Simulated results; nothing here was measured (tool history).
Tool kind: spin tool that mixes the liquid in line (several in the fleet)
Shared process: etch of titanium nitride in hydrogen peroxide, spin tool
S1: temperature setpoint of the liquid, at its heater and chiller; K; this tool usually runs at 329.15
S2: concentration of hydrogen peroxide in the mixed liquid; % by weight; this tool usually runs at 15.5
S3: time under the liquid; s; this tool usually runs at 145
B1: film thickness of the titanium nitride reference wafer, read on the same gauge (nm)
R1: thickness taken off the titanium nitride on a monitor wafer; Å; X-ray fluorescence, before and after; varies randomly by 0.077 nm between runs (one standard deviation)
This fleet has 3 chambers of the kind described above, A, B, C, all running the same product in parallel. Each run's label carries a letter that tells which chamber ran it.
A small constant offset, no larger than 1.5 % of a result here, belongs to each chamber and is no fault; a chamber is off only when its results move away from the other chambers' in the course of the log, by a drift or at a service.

{"run": "1A", "hour": 5.6, "S1": 329.15, "S2": 15.5, "S3": 145, "B1": 50.017, "R1": 98.941}
{"run": "2B", "hour": 11.3, "S1": 329.15, "S2": 15.5, "S3": 145, "B1": 50.022, "R1": 98.136}
{"run": "3C", "hour": 14.7, "S1": 329.15, "S2": 15.5, "S3": 145, "B1": 50.019, "R1": 99.701}
{"run": "4C", "hour": 20.8, "S1": 329.15, "S2": 15.5, "S3": 145, "B1": 49.983, "R1": 99.653}
{"run": "5B", "hour": 24.6, "S1": 329.15, "S2": 15.5, "S3": 145, "B1": 50.003, "R1": 98.538}
{"run": "6A", "hour": 29.4, "S1": 329.15, "S2": 12.0, "S3": 75, "B1": 49.999, "R1": 49.066}
{"run": "7A", "hour": 33.1, "S1": 329.15, "S2": 12.0, "S3": 75, "B1": 50.007, "R1": 48.738}
{"run": "8B", "hour": 37.2, "S1": 329.15, "S2": 12.0, "S3": 75, "B1": 49.985, "R1": 48.165}
{"run": "9C", "hour": 41.0, "S1": 329.15, "S2": 15.5, "S3": 145, "B1": 49.972, "R1": 100.53}
{"run": "10B", "hour": 46.5, "S1": 329.15, "S2": 15.5, "S3": 145, "B1": 49.985, "R1": 98.664}
{"run": "11C", "hour": 54.3, "S1": 329.15, "S2": 15.5, "S3": 145, "B1": 49.976, "R1": 99.287}
{"run": "12A", "hour": 59.4, "S1": 329.15, "S2": 15.5, "S3": 145, "B1": 50.011, "R1": 99.495}
{"run": "13C", "hour": 67.1, "S1": 329.15, "S2": 15.5, "S3": 145, "B1": 49.995, "R1": 97.047}
{"run": "14B", "hour": 73.6, "S1": 336.15, "S2": 19.0, "S3": 145, "B1": 49.979, "R1": 164.92}
{"run": "15A", "hour": 78.0, "S1": 336.15, "S2": 19.0, "S3": 145, "B1": 49.999, "R1": 169.5}
{"run": "16C", "hour": 85.4, "S1": 336.15, "S2": 19.0, "S3": 145, "B1": 49.989, "R1": 162.84}
{"run": "17A", "hour": 91.9, "S1": 319.65, "S2": 12.0, "S3": 145, "B1": 50.025, "R1": 47.103}
{"run": "18B", "hour": 95.7, "S1": 319.65, "S2": 12.0, "S3": 145, "B1": 49.976, "R1": 46.844}
{"hour": 96.4, "done": "chamber C: peroxide flow meter replaced"}
{"run": "19C", "hour": 99.7, "S1": 319.65, "S2": 12.0, "S3": 145, "B1": 49.997, "R1": 45.667}
{"run": "20B", "hour": 103.8, "S1": 329.15, "S2": 15.5, "S3": 145, "B1": 50.01, "R1": 98.752}
{"run": "21A", "hour": 111.6, "S1": 329.15, "S2": 15.5, "S3": 145, "B1": 49.985, "R1": 99.837}
{"run": "22A", "hour": 119.4, "S1": 329.15, "S2": 15.5, "S3": 145, "B1": 50.0, "R1": 97.901}
{"run": "23B", "hour": 123.3, "S1": 329.15, "S2": 15.5, "S3": 145, "B1": 49.992, "R1": 97.364}
{"run": "24C", "hour": 129.6, "S1": 329.15, "S2": 15.5, "S3": 145, "B1": 49.997, "R1": 93.415}
{"run": "25B", "hour": 134.1, "S1": 329.15, "S2": 15.5, "S3": 145, "B1": 49.978, "R1": 98.328}

Has any chamber moved away from the others, gradually or after a service, or does the common gauge drift, or do the chambers differ only by their own small steady offsets? State the chamber and the most likely cause if one applies.

Little by little, chamber C moves away from the other chambers.
Likeliest cause: liquid colder than its thermometer reads (K) = 1.08.
It could be hard to tell apart here from: temperature lost on the way to the wafer (K).

Here are 4 candidates for chamber C's next run, each the usual settings with a change, their results left as question marks. Which one brings its results back in line with what the others give on the usual settings?
Counts as in line when no further than this from what the other chambers average on the usual settings: R1 2.700 Å
{"run": "26C-1", "hour": 139.8, "S1": 329.15, "S2": 14.0, "S3": 145, "R1": "?"}
{"run": "26C-2", "hour": 139.8, "S1": 329.15, "S2": 17.0, "S3": 145, "R1": "?"}
{"run": "26C-3", "hour": 139.8, "S1": 328.65, "S2": 15.5, "S3": 140, "R1": "?"}
{"run": "26C-4", "hour": 139.8, "S1": 329.15, "S2": 20.5, "S3": 145, "R1": "?"}

Mean of the other chambers on the usual settings: R1 98.765 Å
run=26C-1 R1=90.399
run=26C-2 R1=94.120
run=26C-3 R1=86.067
run=26C-4 R1=97.907
The answer is 26C-4, which returns the chamber to within the allowed miss of the others.

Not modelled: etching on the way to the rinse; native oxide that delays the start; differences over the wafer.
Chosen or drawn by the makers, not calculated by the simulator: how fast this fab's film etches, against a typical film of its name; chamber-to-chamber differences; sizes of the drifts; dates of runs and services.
